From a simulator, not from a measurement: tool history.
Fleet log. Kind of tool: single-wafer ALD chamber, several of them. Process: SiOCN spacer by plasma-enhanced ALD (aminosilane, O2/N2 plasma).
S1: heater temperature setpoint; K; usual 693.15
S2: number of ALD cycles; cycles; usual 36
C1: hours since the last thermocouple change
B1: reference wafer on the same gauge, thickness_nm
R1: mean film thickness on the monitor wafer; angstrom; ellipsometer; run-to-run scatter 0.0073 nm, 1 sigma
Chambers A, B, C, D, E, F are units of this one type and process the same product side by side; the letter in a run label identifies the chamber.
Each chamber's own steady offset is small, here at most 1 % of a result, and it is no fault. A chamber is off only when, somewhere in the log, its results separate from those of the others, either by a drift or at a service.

run    day      S1  S2      C1      B1      R1
 1C  0.142  693.15  36   752.7  2.2289  20.538
 2F  0.288  693.15  36    20.6  2.2296  20.304
 3B  0.450  693.15  36  1575.4  2.2309  20.572
 4E  0.725  693.15  36  1118.6  2.2327  20.503
 5D  0.888  693.15  36  1662.0  2.2323  20.391
 6A  1.104  693.15  36  1130.6  2.2316  20.425
 7D  1.304  693.15  36  1672.0  2.2290  20.346
 8A  1.500  693.15  36  1140.1  2.2296  20.500
 9E  1.762  693.15  36  1143.5  2.2308  20.468
10F  1.946  693.15  36    60.4  2.2320  20.200
11B  2.129  693.15  36  1615.7  2.2304  20.670
12C  2.417  693.15  36   807.3  2.2304  20.548
13C  2.592  693.15  36   811.5  2.2288  20.491
14B  2.896  693.15  36  1634.1  2.2298  20.636
15F  3.042  688.15  39    86.7  2.2295  22.497
16D  3.188  688.15  39  1717.2  2.2293  22.412
17E  3.321  688.15  39  1180.9  2.2317  22.580
18A  3.596  688.15  39  1190.4  2.2306  22.603
     3.846  -- chamber B: thermocouple changed; heater temperature recalibrated
19D  3.871  688.15  39  1733.6  2.2294  22.253
20E  4.079  688.15  39  1199.1  2.2308  22.595
21C  4.358  693.15  36   853.9  2.2311  20.560
22A  4.496  693.15  36  1212.0  2.2283  20.485
23F  4.775  693.15  36   128.3  2.2296  20.469
24B  5.075  693.15  36    29.6  2.2315  20.570
25D  5.358  693.15  36  1769.3  2.2297  20.156
26B  5.596  693.15  36    42.1  2.2292  20.594
27A  5.808  693.15  36  1243.5  2.2305  20.431
28E  6.042  693.15  36  1246.2  2.2297  20.543
29F  6.238  693.15  36   163.4  2.2306  20.423
30C  6.404  693.15  36   903.0  2.2275  20.484
31E  6.633  693.15  36  1260.4  2.2284  20.328
32B  6.804  693.15  36    71.1  2.2304  20.708
33F  7.092  693.15  36   183.9  2.2285  20.360
34D  7.304  693.15  36  1816.0  2.2306  20.351
35C  7.571  693.15  36   931.0  2.2289  20.571
36A  7.788  693.15  36  1291.0  2.2309  20.491
     8.025  -- chamber A: thermocouple changed; heater temperature recalibrated
37A  8.079  693.15  36     1.3  2.2292  20.482
38B  8.379  693.15  36   108.9  2.2285  20.536
39E  8.542  679.15  32  1306.2  2.2325  19.051
40F  8.846  679.15  32   226.0  2.2309  18.885
41C  9.142  679.15  32   968.7  2.2330  19.058
42D  9.412  679.15  32  1866.6  2.2317  18.969
43B  9.717  679.15  32   141.0  2.2311  19.297
     9.875  -- chamber E: thermocouple changed; heater temperature recalibrated
44E  9.996  679.15  32     3.0  2.2298  19.047

What goes on in this fleet: one chamber off, a drifting gauge, or nothing beyond the chambers' own small offsets? Name the chamber and the cause, if any.

The fleet is healthy, with each chamber sitting at its usual small offset and no drift in the gauge.

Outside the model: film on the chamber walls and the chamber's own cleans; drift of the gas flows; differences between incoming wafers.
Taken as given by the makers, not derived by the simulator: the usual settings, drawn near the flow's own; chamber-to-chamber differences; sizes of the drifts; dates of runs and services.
